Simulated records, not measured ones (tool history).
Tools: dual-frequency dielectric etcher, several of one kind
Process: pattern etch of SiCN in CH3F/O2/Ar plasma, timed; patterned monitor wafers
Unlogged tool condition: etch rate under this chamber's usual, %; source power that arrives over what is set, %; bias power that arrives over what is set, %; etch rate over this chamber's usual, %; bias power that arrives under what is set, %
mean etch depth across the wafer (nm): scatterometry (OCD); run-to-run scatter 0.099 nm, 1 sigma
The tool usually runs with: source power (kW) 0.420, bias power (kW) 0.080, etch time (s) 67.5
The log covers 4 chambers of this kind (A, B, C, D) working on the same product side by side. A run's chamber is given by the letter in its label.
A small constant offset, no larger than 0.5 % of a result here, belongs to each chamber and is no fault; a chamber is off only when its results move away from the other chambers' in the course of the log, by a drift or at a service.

run   hour  source power (kW)  bias power (kW)  etch time (s)  hours since the last wet clean  hours since the last source power generator calibration  hours since the last bias power generator calibration  read-back reference wafer on the same gauge, depth_nm  mean etch depth across the wafer (nm)
 1C    3.7              0.420            0.080           67.5                            65.4                                                    913.7                                                   75.6                                                 30.902                                 26.685
 2A   10.3              0.420            0.080           67.5                           301.9                                                    510.0                                                  328.5                                                 30.885                                 26.777
 3B   17.0              0.420            0.080           67.5                            67.4                                                    170.3                                                 2753.4                                                 30.873                                 26.798
 4D   23.3              0.420            0.080           67.5                           195.0                                                    547.9                                                  634.5                                                 30.884                                 26.738
 5C   27.0              0.420            0.080           67.5                            88.7                                                    937.0                                                   98.9                                                 30.909                                 26.636
 6B   33.0              0.420            0.097           67.5                            83.4                                                    186.3                                                 2769.4                                                 30.870                                 28.506
 7A   38.4              0.420            0.097           67.5                           330.0                                                    538.1                                                  356.6                                                 30.872                                 28.780
 8D   45.1              0.420            0.097           67.5                           216.8                                                    569.7                                                  656.3                                                 30.898                                 28.486
 9C   50.0              0.420            0.097           67.5                           111.7                                                    960.0                                                  121.9                                                 30.913                                 28.561
10A   55.4              0.360            0.064           67.5                           347.0                                                    555.1                                                  373.6                                                 30.892                                 23.328
11D   59.3              0.360            0.064           67.5                           231.0                                                    583.9                                                  670.5                                                 30.889                                 23.303
12B   63.7              0.360            0.064           67.5                           114.1                                                    217.0                                                 2800.1                                                 30.883                                 23.367
13D   67.3              0.360            0.064           67.5                           239.0                                                    591.9                                                  678.5                                                 30.891                                 23.257
14B   71.5              0.420            0.080           67.5                           121.9                                                    224.8                                                 2807.9                                                 30.900                                 26.750
15A   75.0              0.420            0.080           67.5                           366.6                                                    574.7                                                  393.2                                                 30.896                                 26.417
16C   79.2              0.420            0.080           67.5                           140.9                                                    989.2                                                  151.1                                                 30.888                                 26.760
17B   83.8              0.420            0.080           67.5                           134.2                                                    237.1                                                 2820.2                                                 30.897                                 26.552
18C   89.9              0.420            0.080           67.5                           151.6                                                    999.9                                                  161.8                                                 30.910                                 26.811
19D   96.2              0.470            0.080           67.5                           267.9                                                    620.8                                                  707.4                                                 30.933                                 27.992
20A  102.4              0.470            0.080           67.5                           394.0                                                    602.1                                                  420.6                                                 30.906                                 27.345
21C  107.0              0.470            0.080           67.5                           168.7                                                   1017.0                                                  178.9                                                 30.905                                 27.684
22A  113.8              0.470            0.080           67.5                           405.4                                                    613.5                                                  432.0                                                 30.907                                 27.280
     115.2  -- chamber B: bias power generator calibrated
23B  118.2              0.420            0.080           67.5                           168.6                                                    271.5                                                    3.1                                                 30.881                                 26.868
24D  123.3              0.420            0.080           67.5                           295.0                                                    647.9                                                  734.5                                                 30.909                                 26.610
25C  127.2              0.420            0.080           67.5                           188.9                                                   1037.2                                                  199.1                                                 30.906                                 26.810
26B  130.7              0.420            0.080           67.5                           181.1                                                    284.0                                                   15.6                                                 30.930                                 26.767
27A  135.3              0.420            0.080           67.5                           426.9                                                    635.0                                                  453.5                                                 30.916                                 25.882

Read the log: is a single chamber off, either drifting away or since a service, is the gauge that measures every chamber drifting, or is nothing wrong beyond small per-chamber offsets? Name any odd chamber and what most likely caused it.

It is chamber A that slowly wanders off from its peers.
Cause: etch rate under this chamber's usual, % = 3.8.

Below are 4 candidate recipes for chamber A's next run, each the usual settings with a change, their results shown as question marks. Which of them brings A's results back in line with what the other chambers give on the usual settings?
Maximum distance from the other chambers' mean on the usual settings for a result to count as in line: mean etch depth across the wafer (nm) 0.340
28A-1  140.4              0.420            0.079           65.5                                                                                                                                                                                                                                             ?
28A-2  140.4              0.420            0.081           69.5                                                                                                                                                                                                                                             ?
28A-3  140.4              0.420            0.080           67.0                                                                                                                                                                                                                                             ?
28A-4  140.4              0.420            0.080           68.0                                                                                                                                                                                                                                             ?

What the other chambers average on the usual settings: mean etch depth across the wafer (nm) 26.688
  run  mean etch depth across the wafer (nm)
28A-1                                 24.895
28A-2                                 26.652
28A-3                                 25.580
28A-4                                 25.962
28A-2 is the one that brings the chamber's results back in line with the other chambers.

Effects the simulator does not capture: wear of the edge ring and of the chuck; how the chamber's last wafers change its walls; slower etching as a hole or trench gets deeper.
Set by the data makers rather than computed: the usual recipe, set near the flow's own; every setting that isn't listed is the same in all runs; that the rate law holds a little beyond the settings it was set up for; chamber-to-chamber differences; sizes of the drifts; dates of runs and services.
